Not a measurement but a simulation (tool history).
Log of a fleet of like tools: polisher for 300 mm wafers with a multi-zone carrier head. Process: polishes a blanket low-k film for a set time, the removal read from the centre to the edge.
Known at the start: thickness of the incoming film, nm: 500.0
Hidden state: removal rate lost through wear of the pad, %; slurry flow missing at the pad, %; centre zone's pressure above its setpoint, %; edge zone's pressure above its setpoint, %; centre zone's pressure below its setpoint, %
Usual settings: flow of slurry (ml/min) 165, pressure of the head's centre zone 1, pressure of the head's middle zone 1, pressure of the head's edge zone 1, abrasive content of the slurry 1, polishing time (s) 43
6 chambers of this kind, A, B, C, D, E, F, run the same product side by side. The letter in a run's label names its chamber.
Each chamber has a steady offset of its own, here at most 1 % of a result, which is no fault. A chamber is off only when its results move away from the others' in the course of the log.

run,hour,flow of slurry (ml/min),pressure of the head's centre zone,pressure of the head's middle zone,pressure of the head's edge zone,abrasive content of the slurry,polishing time (s),wafers polished on this pad,hours since the slurry nozzle was cleaned,hours since the centre zone pressure was calibrated,hours since the edge zone pressure was calibrated,film removed at the wafer's centre (Å),film removed at mid-radius (Å),film removed at the wafer's edge (Å)
1E,14.9,165,1,1,1,1,43,455,423.7,289.5,214.6,127.52,125.59,128.47
# hour 17.3: chamber D: worn pad replaced by a new one
2D,28.3,165,1,1,1,1,43,117,254.2,537.2,96,126.8,129.93,126.15
# hour 32.3: chamber A: centre zone pressure recalibrated
# hour 36.1: chamber B: worn pad replaced by a new one
3C,39.1,165,1,1,1,1,43,559,544,522.2,214.6,126.61,127.84,127.52
# hour 48.8: chamber F: worn pad replaced by a new one
# hour 50.4: chamber A: worn pad replaced by a new one
4B,54.2,165,1,1,1,1,43,193,697.9,787.2,939.3,127.88,129.07,125.26
# hour 57.6: chamber D: slurry nozzle cleaned
# hour 59: chamber E: worn pad replaced by a new one
5A,68.3,165,1,1,1,1,43,192,165,36.1,685.5,126.44,127.47,124.45
# hour 70.2: chamber C: worn pad replaced by a new one
6F,76.1,165,1,1,1,1,43,292,154.6,388.1,429.6,125.18,126.72,124.44
7B,83.6,165,1,1,1,1,43,507,727.3,816.6,968.7,125.35,128.4,126.99
8C,92.7,165,1,1,1,1,43,240,597.6,575.8,268.2,129.69,124.8,127.36
# hour 98.2: chamber D: centre zone pressure recalibrated
# hour 103.8: chamber D: worn pad replaced by a new one
9F,106.3,165,1,1,1,1,43,614,184.8,418.3,459.8,128.6,126.54,124.55
10A,117.2,165,1,1,1,1,43,714,213.9,85,734.4,126.35,127.72,129.44
# hour 118.7: chamber F: slurry nozzle cleaned
11E,124,165,1,1,1,1,43,695,532.8,398.6,323.7,127.13,126.21,128.33
# hour 136.3: chamber A: worn pad replaced by a new one
12D,137.6,165,1,0.95,1,1.25,43,361,80,39.4,205.3,139.16,133.17,140.66
# hour 146.4: chamber F: worn pad replaced by a new one
13F,150.7,165,1,0.95,1,1.25,43,46,32.1,462.7,504.2,138.12,133.29,139.15
# hour 152.8: chamber E: worn pad replaced by a new one
# hour 155.4: chamber A: slurry nozzle cleaned
# hour 165.1: chamber C: worn pad replaced by a new one
14E,165.7,165,1,0.95,1,1.25,43,138,574.5,440.3,365.4,144.2,133.46,139.52
# hour 169.3: chamber C: slurry nozzle cleaned
15B,176.6,165,1,0.95,1,1.25,43,1501,820.3,909.6,1061.7,136.62,132.67,140.99
# hour 181.9: chamber B: worn pad replaced by a new one
16C,190.7,165,1,0.95,1,1.25,43,274,21.4,673.8,366.2,136.52,133.91,140.86
# hour 197.5: chamber D: worn pad replaced by a new one
17A,199.4,165,1,0.95,1,1.25,43,674,44,167.2,816.6,140.57,132.97,142.3
# hour 204.3: chamber B: slurry nozzle cleaned
18D,206.2,165,1,1,1,1,43,93,148.6,108,273.9,125.53,129.19,127.07
19A,217,165,1,1,1,1,43,863,61.6,184.8,834.2,128.96,126.8,127.32
# hour 225.2: chamber A: worn pad replaced by a new one
20B,225.5,165,1,0.93,1,1,43,466,21.3,958.5,1110.6,127.59,120.92,125.8
21D,239.9,165,1,0.93,1,1,43,453,182.3,141.7,307.6,126.97,119.72,127.39
# hour 246: chamber C: worn pad replaced by a new one
# hour 249.3: chamber E: worn pad replaced by a new one
22C,251.3,165,1,0.93,1,1,43,57,82,734.4,426.8,121.28,118.64,126.55
# hour 251.6: chamber E: slurry nozzle cleaned
# hour 255.9: chamber F: worn pad replaced by a new one
23E,260.8,165,1,0.93,1,1,43,122,9.2,535.4,460.5,126.78,117.74,125.94
# hour 268.5: chamber A: edge zone pressure recalibrated
24F,269.3,165,1,0.93,1,1,43,143,150.7,581.3,622.8,126.62,117.26,125.76
25F,281.5,165,1,0.93,1,1,43,274,162.9,593.5,635,126.71,118.36,124.91
# hour 285.1: chamber F: centre zone pressure recalibrated
# hour 288.2: chamber D: worn pad replaced by a new one
# hour 290: chamber B: worn pad replaced by a new one
26B,294.5,165,1,1,1,1,43,48,90.3,1027.5,1179.6,127.38,126.44,128.15
27D,309.2,165,1,1,1,1,43,225,251.6,211,376.9,130.12,129.14,129.13
# hour 318.8: chamber C: worn pad replaced by a new one
# hour 319.9: chamber A: worn pad replaced by a new one
28E,320.5,165,1,1,1,1,43,760,68.9,595.1,520.2,127.67,126.94,125.6
29C,332.4,165,1,1,1,1,43,145,163.1,815.5,507.9,118.95,130.65,125.05
# hour 332.8: chamber F: edge zone pressure recalibrated
# hour 336.4: chamber D: slurry nozzle cleaned
30A,341.5,165,1,1,1,1,43,231,186.1,309.3,73.1,127.33,128.05,127.88
31B,349.3,165,1,1,1,1,43,634,145.1,1082.3,1234.4,127.3,127.29,126.38
# hour 352.6: chamber E: worn pad replaced by a new one
# hour 355.5: chamber F: slurry nozzle cleaned
32E,359.2,165,1,1,1,1,43,71,107.6,633.8,558.9,128.38,125.55,128.44
# hour 362.7: chamber B: centre zone pressure recalibrated
# hour 363.2: chamber F: worn pad replaced by a new one
33C,372.5,165,1,1,1,1,43,574,203.2,855.6,548,118.47,128.85,126.87
# hour 378.7: chamber D: worn pad replaced by a new one
34F,387.3,165,1,1,1,1,43,257,31.9,102.2,54.5,126.06,124.82,124.62
# hour 395.9: chamber A: worn pad replaced by a new one
35A,401.7,165,1,1,1,1,43,62,246.3,369.5,133.3,128.03,129.79,126.44
36D,414.8,165,1,1,1,1,43,386,78.5,316.6,482.5,128.36,127.68,129.29
37B,421.6,165,1,1,1,1,43,1406,217.4,59,1306.7,127.03,127.93,125.75

What goes on in this fleet: one chamber off, a drifting gauge, or nothing beyond the chambers' own small offsets? Name the chamber and the cause, if any.

Chamber C drifts away from the others.
Cause: centre zone's pressure below its setpoint, % = 6.5.

Here are 4 candidates for chamber C's next run, each the usual settings with a change, their results left as question marks. Which one brings its results back in line with what the others give on the usual settings?
In line means no further than this from the other chambers' mean on the usual settings: film removed at the wafer's centre (Å) 5.3; film removed at mid-radius (Å) 5.1; film removed at the wafer's edge (Å) 4.6
38C-1,432.7,170,1.06,0.98,0.98,1,43,,,,,?,?,?
38C-2,432.7,160,0.94,1.02,1.02,1,43,,,,,?,?,?
38C-3,432.7,155,0.89,1.03,1.03,1,43,,,,,?,?,?
38C-4,432.7,175,1.12,0.97,0.96,1,44,,,,,?,?,?

The other chambers' mean on the usual settings: film removed at the wafer's centre (Å) 126.96; film removed at mid-radius (Å) 126.89; film removed at the wafer's edge (Å) 127.32
run,film removed at the wafer's centre (Å),film removed at mid-radius (Å),film removed at the wafer's edge (Å)
38C-1,125.34,125.43,126.46
38C-2,108.51,128.79,128.09
38C-3,101.45,129.22,128.2
38C-4,136.95,127.74,128.5
38C-1 brings the chamber back in line.
